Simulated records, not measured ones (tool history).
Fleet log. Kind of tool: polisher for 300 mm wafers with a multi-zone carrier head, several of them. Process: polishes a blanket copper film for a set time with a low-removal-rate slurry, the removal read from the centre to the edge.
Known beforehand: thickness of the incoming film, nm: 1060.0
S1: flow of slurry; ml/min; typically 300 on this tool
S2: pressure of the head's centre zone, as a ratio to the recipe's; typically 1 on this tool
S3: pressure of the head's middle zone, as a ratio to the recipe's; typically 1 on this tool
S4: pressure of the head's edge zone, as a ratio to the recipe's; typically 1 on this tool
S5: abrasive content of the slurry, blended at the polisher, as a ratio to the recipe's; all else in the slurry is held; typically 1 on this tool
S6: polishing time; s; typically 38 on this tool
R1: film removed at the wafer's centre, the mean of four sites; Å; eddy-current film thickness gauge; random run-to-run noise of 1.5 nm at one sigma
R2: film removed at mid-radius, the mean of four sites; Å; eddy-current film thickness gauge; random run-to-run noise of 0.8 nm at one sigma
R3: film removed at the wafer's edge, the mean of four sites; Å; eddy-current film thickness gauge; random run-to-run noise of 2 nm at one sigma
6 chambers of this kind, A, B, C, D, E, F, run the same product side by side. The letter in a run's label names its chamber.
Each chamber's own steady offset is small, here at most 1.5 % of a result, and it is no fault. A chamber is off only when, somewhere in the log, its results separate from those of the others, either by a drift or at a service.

{"run": "1D", "hour": 3.8, "S1": 300, "S2": 1, "S3": 1, "S4": 1, "S5": 1, "S6": 38, "R1": 1347.3, "R2": 1336, "R3": 1316}
{"run": "2A", "hour": 6.5, "S1": 300, "S2": 1, "S3": 1, "S4": 1, "S5": 1, "S6": 38, "R1": 1300.2, "R2": 1344.2, "R3": 1333.1}
{"hour": 9.0, "done": "chamber C: worn pad replaced by a new one"}
{"run": "3C", "hour": 9.6, "S1": 300, "S2": 1, "S3": 1, "S4": 1, "S5": 1, "S6": 38, "R1": 1347.9, "R2": 1319.3, "R3": 1334.2}
{"hour": 13.3, "done": "chamber A: worn pad replaced by a new one"}
{"run": "4B", "hour": 13.8, "S1": 300, "S2": 1, "S3": 1, "S4": 1, "S5": 1, "S6": 38, "R1": 1364, "R2": 1322.8, "R3": 1363.2}
{"hour": 16.9, "done": "chamber D: slurry nozzle cleaned"}
{"run": "5F", "hour": 18.2, "S1": 300, "S2": 1, "S3": 1, "S4": 1, "S5": 1, "S6": 38, "R1": 1341.6, "R2": 1337.8, "R3": 1315.2}
{"hour": 19.2, "done": "chamber B: worn pad replaced by a new one"}
{"run": "6E", "hour": 21.8, "S1": 345, "S2": 1, "S3": 1, "S4": 0.9, "S5": 1, "S6": 38, "R1": 1352.5, "R2": 1361.4, "R3": 1246.7}
{"run": "7D", "hour": 25.7, "S1": 345, "S2": 1, "S3": 1, "S4": 0.9, "S5": 1, "S6": 38, "R1": 1349.5, "R2": 1337.6, "R3": 1270.5}
{"run": "8E", "hour": 30.0, "S1": 345, "S2": 1, "S3": 1, "S4": 0.9, "S5": 1, "S6": 38, "R1": 1326.6, "R2": 1355.1, "R3": 1306.1}
{"run": "9F", "hour": 34.2, "S1": 345, "S2": 1, "S3": 1, "S4": 0.9, "S5": 1, "S6": 38, "R1": 1353.6, "R2": 1323.8, "R3": 1253.1}
{"run": "10B", "hour": 36.9, "S1": 345, "S2": 1, "S3": 1, "S4": 0.9, "S5": 1, "S6": 38, "R1": 1355.6, "R2": 1338.7, "R3": 1275.2}
{"hour": 38.1, "done": "chamber F: worn pad replaced by a new one"}
{"run": "11A", "hour": 39.5, "S1": 345, "S2": 1, "S3": 1, "S4": 0.9, "S5": 1, "S6": 38, "R1": 1354.7, "R2": 1354.8, "R3": 1256.5}
{"hour": 41.8, "done": "chamber C: worn pad replaced by a new one"}
{"run": "12C", "hour": 43.9, "S1": 300, "S2": 1, "S3": 1, "S4": 1, "S5": 1, "S6": 38, "R1": 1294.8, "R2": 1318.3, "R3": 1355}
{"run": "13B", "hour": 46.9, "S1": 300, "S2": 0.94, "S3": 1, "S4": 1, "S5": 1, "S6": 38, "R1": 1258.3, "R2": 1321, "R3": 1373.8}
{"run": "14E", "hour": 49.5, "S1": 300, "S2": 0.94, "S3": 1, "S4": 1, "S5": 1, "S6": 38, "R1": 1238.9, "R2": 1344.4, "R3": 1329.9}
{"hour": 52.3, "done": "chamber B: worn pad replaced by a new one"}
{"run": "15C", "hour": 53.6, "S1": 300, "S2": 0.94, "S3": 1, "S4": 1, "S5": 1, "S6": 38, "R1": 1241.3, "R2": 1327.4, "R3": 1309}
{"run": "16F", "hour": 57.9, "S1": 300, "S2": 0.94, "S3": 1, "S4": 1, "S5": 1, "S6": 38, "R1": 1224.1, "R2": 1326.9, "R3": 1307}
{"run": "17A", "hour": 61.1, "S1": 300, "S2": 0.94, "S3": 1, "S4": 1, "S5": 1, "S6": 38, "R1": 1243, "R2": 1350.5, "R3": 1354.1}
{"run": "18D", "hour": 63.4, "S1": 300, "S2": 0.94, "S3": 1, "S4": 1, "S5": 1, "S6": 38, "R1": 1281.4, "R2": 1322.2, "R3": 1331}
{"hour": 63.8, "done": "chamber A: worn pad replaced by a new one"}
{"hour": 65.6, "done": "chamber E: worn pad replaced by a new one"}
{"run": "19E", "hour": 67.6, "S1": 300, "S2": 1, "S3": 1, "S4": 1, "S5": 1, "S6": 38, "R1": 1332.2, "R2": 1335.5, "R3": 1360.4}
{"hour": 68.5, "done": "chamber F: slurry nozzle cleaned"}
{"hour": 69.0, "done": "chamber F: edge zone pressure recalibrated"}
{"run": "20B", "hour": 69.7, "S1": 300, "S2": 1, "S3": 1, "S4": 1, "S5": 1, "S6": 38, "R1": 1351.5, "R2": 1331, "R3": 1386.8}
{"hour": 71.2, "done": "chamber D: worn pad replaced by a new one"}
{"run": "21D", "hour": 71.8, "S1": 300, "S2": 1, "S3": 1, "S4": 1, "S5": 1, "S6": 38, "R1": 1314.4, "R2": 1322.7, "R3": 1310.6}
{"run": "22A", "hour": 74.0, "S1": 300, "S2": 1, "S3": 1, "S4": 1.1, "S5": 1, "S6": 38, "R1": 1331.8, "R2": 1353.1, "R3": 1387.7}
{"hour": 75.0, "done": "chamber C: worn pad replaced by a new one"}
{"run": "23C", "hour": 76.4, "S1": 300, "S2": 1, "S3": 1, "S4": 1.1, "S5": 1, "S6": 38, "R1": 1320.6, "R2": 1324.7, "R3": 1417.1}
{"hour": 76.5, "done": "chamber F: worn pad replaced by a new one"}
{"run": "24F", "hour": 80.8, "S1": 300, "S2": 1, "S3": 1, "S4": 1.1, "S5": 1, "S6": 38, "R1": 1357.4, "R2": 1323.3, "R3": 1386.1}
{"run": "25B", "hour": 84.7, "S1": 300, "S2": 1, "S3": 1, "S4": 1.1, "S5": 1, "S6": 38, "R1": 1372, "R2": 1311.3, "R3": 1436.7}
{"hour": 85.3, "done": "chamber B: worn pad replaced by a new one"}
{"hour": 87.0, "done": "chamber D: centre zone pressure recalibrated"}
{"run": "26A", "hour": 88.6, "S1": 300, "S2": 1, "S3": 1, "S4": 1.1, "S5": 1, "S6": 38, "R1": 1337.8, "R2": 1329.1, "R3": 1415.8}
{"run": "27D", "hour": 92.4, "S1": 300, "S2": 1, "S3": 1, "S4": 1.1, "S5": 1, "S6": 38, "R1": 1167.3, "R2": 1325.9, "R3": 1396.3}
{"run": "28F", "hour": 95.2, "S1": 300, "S2": 1, "S3": 1, "S4": 1, "S5": 1, "S6": 38, "R1": 1336.7, "R2": 1324, "R3": 1306.1}
{"run": "29E", "hour": 99.1, "S1": 300, "S2": 1, "S3": 1, "S4": 1, "S5": 1, "S6": 38, "R1": 1350.9, "R2": 1343.9, "R3": 1328.9}
{"run": "30C", "hour": 102.4, "S1": 300, "S2": 1, "S3": 1, "S4": 1, "S5": 1, "S6": 38, "R1": 1335, "R2": 1330.7, "R3": 1318.3}
{"run": "31B", "hour": 104.9, "S1": 300, "S2": 1, "S3": 1, "S4": 1, "S5": 1, "S6": 38, "R1": 1389.8, "R2": 1323, "R3": 1342.8}
{"hour": 109.0, "done": "chamber A: worn pad replaced by a new one"}
{"run": "32A", "hour": 109.0, "S1": 300, "S2": 1, "S3": 1, "S4": 1, "S5": 1, "S6": 38, "R1": 1365.8, "R2": 1331.9, "R3": 1325.2}
{"hour": 110.0, "done": "chamber F: worn pad replaced by a new one"}
{"run": "33E", "hour": 113.3, "S1": 300, "S2": 1, "S3": 1, "S4": 1, "S5": 1, "S6": 38, "R1": 1320.3, "R2": 1352.3, "R3": 1379.7}
{"hour": 113.6, "done": "chamber C: worn pad replaced by a new one"}
{"run": "34C", "hour": 117.5, "S1": 300, "S2": 1, "S3": 1, "S4": 1, "S5": 1, "S6": 38, "R1": 1322.5, "R2": 1311.8, "R3": 1354}
{"hour": 118.7, "done": "chamber B: worn pad replaced by a new one"}
{"run": "35D", "hour": 122.1, "S1": 300, "S2": 1, "S3": 1, "S4": 1, "S5": 1, "S6": 38, "R1": 1166.5, "R2": 1324.6, "R3": 1320}
{"hour": 125.7, "done": "chamber F: centre zone pressure recalibrated"}
{"run": "36F", "hour": 125.8, "S1": 300, "S2": 1, "S3": 1, "S4": 1, "S5": 1, "S6": 38, "R1": 1336.9, "R2": 1330.7, "R3": 1313}
{"run": "37D", "hour": 127.8, "S1": 300, "S2": 1, "S3": 1, "S4": 1, "S5": 1, "S6": 38, "R1": 1151.3, "R2": 1330.6, "R3": 1369.9}
{"run": "38A", "hour": 132.3, "S1": 300, "S2": 1, "S3": 1, "S4": 1, "S5": 1, "S6": 38, "R1": 1326.4, "R2": 1336.3, "R3": 1348.1}
{"run": "39F", "hour": 135.5, "S1": 300, "S2": 1, "S3": 1, "S4": 1, "S5": 1, "S6": 38, "R1": 1339.2, "R2": 1326.1, "R3": 1305.2}
{"run": "40E", "hour": 139.0, "S1": 300, "S2": 1, "S3": 1, "S4": 1, "S5": 1, "S6": 38, "R1": 1306.2, "R2": 1335.4, "R3": 1336.9}
{"run": "41B", "hour": 143.2, "S1": 300, "S2": 1, "S3": 1, "S4": 1, "S5": 1, "S6": 38, "R1": 1351.6, "R2": 1319.4, "R3": 1351.8}

Decide between three cases: one chamber stands off from its peers, the gauge reading all wafers drifts, or nothing is wrong past each chamber's small offset. Where a chamber is off, say which and what most likely put it there.

After it was serviced, chamber D no longer matches the other chambers.
Cause: centre zone's pressure below its setpoint, % = 11.4.

Below are 4 candidate recipes for chamber D's next run, each the usual settings with a change, their results shown as question marks. Which of them brings D's results back in line with what the other chambers give on the usual settings?
In line means no further than this from the other chambers' mean on the usual settings: R1 54 Å; R2 28 Å; R3 70 Å
{"run": "42D-1", "hour": 146.5, "S1": 305, "S2": 1.11, "S3": 0.98, "S4": 0.97, "S5": 1, "S6": 39, "R1": "?", "R2": "?", "R3": "?"}
{"run": "42D-2", "hour": 146.5, "S1": 290, "S2": 0.84, "S3": 1.03, "S4": 1.06, "S5": 1, "S6": 37, "R1": "?", "R2": "?", "R3": "?"}
{"run": "42D-3", "hour": 146.5, "S1": 295, "S2": 0.9, "S3": 1.02, "S4": 1.03, "S5": 1, "S6": 37, "R1": "?", "R2": "?", "R3": "?"}
{"run": "42D-4", "hour": 146.5, "S1": 315, "S2": 1.17, "S3": 0.95, "S4": 0.93, "S5": 1, "S6": 40, "R1": "?", "R2": "?", "R3": "?"}

Average result of the remaining chambers running the usual settings: R1 1337.7 Å; R2 1330.6 Å; R3 1334.7 Å
run=42D-1 R1=1339.1 R2=1336.1 R3=1343.1
run=42D-2 R1=923.81 R2=1321.6 R3=1330.3
run=42D-3 R1=1001.2 R2=1311.7 R3=1311.6
run=42D-4 R1=1460.2 R2=1335.9 R3=1351.4
The answer is 42D-1, which returns the chamber to within the allowed miss of the others.

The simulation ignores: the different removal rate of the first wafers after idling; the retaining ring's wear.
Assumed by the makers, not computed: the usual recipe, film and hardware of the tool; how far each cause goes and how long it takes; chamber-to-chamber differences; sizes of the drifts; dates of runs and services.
